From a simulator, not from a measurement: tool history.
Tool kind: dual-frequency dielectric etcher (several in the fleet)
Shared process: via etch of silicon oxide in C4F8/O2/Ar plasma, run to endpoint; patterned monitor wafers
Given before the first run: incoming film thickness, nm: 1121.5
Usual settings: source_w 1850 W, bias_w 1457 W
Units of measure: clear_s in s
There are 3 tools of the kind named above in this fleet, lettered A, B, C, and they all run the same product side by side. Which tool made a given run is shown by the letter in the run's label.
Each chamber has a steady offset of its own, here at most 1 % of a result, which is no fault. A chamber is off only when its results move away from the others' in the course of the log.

run,hour,source_w,bias_w,hours since the last wet clean,hours since the last source power generator calibration,hours since the last bias power generator calibration,clear_s
1B,8.1,1850,1457,156.0,1989.9,2153.2,248.25
2C,15.7,1850,1457,82.2,125.4,1238.9,249.14
3A,23.4,1850,1457,64.2,357.1,727.8,244.62
4A,37.4,1850,1457,78.2,371.1,741.8,244.65
5C,52.2,1850,1457,118.7,161.9,1275.4,253.14
6B,59.5,1850,1457,207.4,2041.3,2204.6,247.15
7C,72.4,1570,1174,138.9,182.1,1295.6,279.43
8B,83.5,1570,1174,231.4,2065.3,2228.6,280.73
9A,90.8,1570,1174,131.6,424.5,795.2,281.94
10B,101.8,1850,1457,249.7,2083.6,2246.9,247.75
11C,109.8,1850,1457,176.3,219.5,1333.0,250.36
12A,117.6,1850,1457,158.4,451.3,822.0,249.04
13C,124.7,1850,1457,191.2,234.4,1347.9,251.81
14B,134.7,1850,1457,282.6,2116.5,2279.8,247.12
15A,142.0,1850,1457,182.8,475.7,846.4,247.07
16C,150.5,2240,1780,217.0,260.2,1373.7,217.54
17B,161.0,2240,1780,308.9,2142.8,2306.1,216.61
18A,170.5,2240,1780,211.3,504.2,874.9,216.77
# hour 179.7: chamber B: source power generator calibrated
19B,182.8,1850,1457,330.7,3.2,2327.9,245.67
20C,189.8,1850,1457,256.3,299.5,1413.0,252.84
21A,205.9,1850,1457,246.7,539.6,910.3,249.34
22A,213.8,1850,1457,254.6,547.5,918.2,246.22
23C,221.4,1560,1457,287.9,331.1,1444.6,262.76
24B,234.6,1560,1457,382.5,55.0,2379.7,269.18
25A,244.6,1560,1457,285.4,578.3,949.0,267.51
26B,256.8,1850,1457,404.7,77.2,2401.9,246.45
# hour 263.7: chamber B: wet clean of the chamber
27C,268.0,2230,1267,334.5,377.7,1491.2,237.90
28C,283.7,2230,1267,350.2,393.4,1506.9,242.36
29A,297.6,2230,1267,338.4,631.3,1002.0,239.00
30B,312.9,1560,1457,49.2,133.3,2458.0,267.69
31A,324.2,1560,1457,365.0,657.9,1028.6,262.23
32B,332.6,1560,1457,68.9,153.0,2477.7,265.74
33C,342.9,1850,1457,409.4,452.6,1566.1,251.81

Has any chamber moved away from the others, gradually or after a service, or does the common gauge drift, or do the chambers differ only by their own small steady offsets? State the chamber and the most likely cause if one applies.

The fleet is healthy, with each chamber sitting at its usual small offset and no drift in the gauge.
